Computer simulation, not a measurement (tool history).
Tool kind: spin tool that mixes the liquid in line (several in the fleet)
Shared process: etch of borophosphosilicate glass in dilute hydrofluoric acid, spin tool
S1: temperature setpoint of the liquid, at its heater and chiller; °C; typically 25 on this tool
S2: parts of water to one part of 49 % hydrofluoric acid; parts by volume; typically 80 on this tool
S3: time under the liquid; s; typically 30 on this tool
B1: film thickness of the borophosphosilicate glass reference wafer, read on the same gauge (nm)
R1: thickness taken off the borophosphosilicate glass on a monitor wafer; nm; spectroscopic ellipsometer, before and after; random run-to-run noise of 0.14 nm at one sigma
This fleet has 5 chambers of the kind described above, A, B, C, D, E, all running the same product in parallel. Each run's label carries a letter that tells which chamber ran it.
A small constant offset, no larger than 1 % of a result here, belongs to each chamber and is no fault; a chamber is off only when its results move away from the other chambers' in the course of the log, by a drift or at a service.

run,day,S1,S2,S3,B1,R1
1B,0.146,25,80,30,70.026,22.243
2C,0.325,25,80,30,70.030,22.706
3E,0.542,25,80,30,70.014,22.606
4A,0.696,25,80,30,70.021,22.540
5D,0.875,25,80,30,70.044,22.308
6A,1.042,25,80,30,69.949,22.003
7E,1.246,25,80,45,69.984,34.030
8C,1.446,25,80,45,69.979,33.740
9B,1.704,25,80,45,69.988,33.672
10D,1.888,25,80,45,70.029,33.797
11D,2.075,25,80,45,70.002,33.263
12C,2.221,25,80,30,69.994,22.513
13E,2.442,25,80,30,70.047,22.384
14B,2.683,25,80,20,70.024,14.834
15A,2.942,25,80,20,69.987,14.779
16A,3.071,25,80,20,70.017,14.778
17C,3.225,25,80,20,70.026,14.917
18B,3.358,25,80,20,70.014,14.833
19D,3.621,25,80,30,70.020,21.959
20E,3.800,25,80,30,69.980,22.681
21D,4.008,25,80,30,70.000,21.705
22E,4.275,25,80,30,70.057,22.519
23A,4.479,25,80,30,70.035,22.412
24C,4.596,25,80,30,70.022,22.537
25B,4.792,25,80,30,69.985,22.378
26D,4.967,25,80,30,69.968,21.435
27C,5.125,25,80,30,69.993,22.474
28A,5.296,23,80,30,70.034,20.628
29B,5.412,23,80,30,69.983,20.489
30E,5.633,23,80,30,70.020,20.652

Each of the 5 chambers runs these same settings next. Fill in every chamber's results:
31A,5.825,25,80,30,,?
31B,5.825,25,80,30,,?
31C,5.825,25,80,30,,?
31D,5.825,25,80,30,,?
31E,5.825,25,80,30,,?

run,R1
31A,22.200
31B,22.163
31C,22.452
31D,21.220
31E,22.376
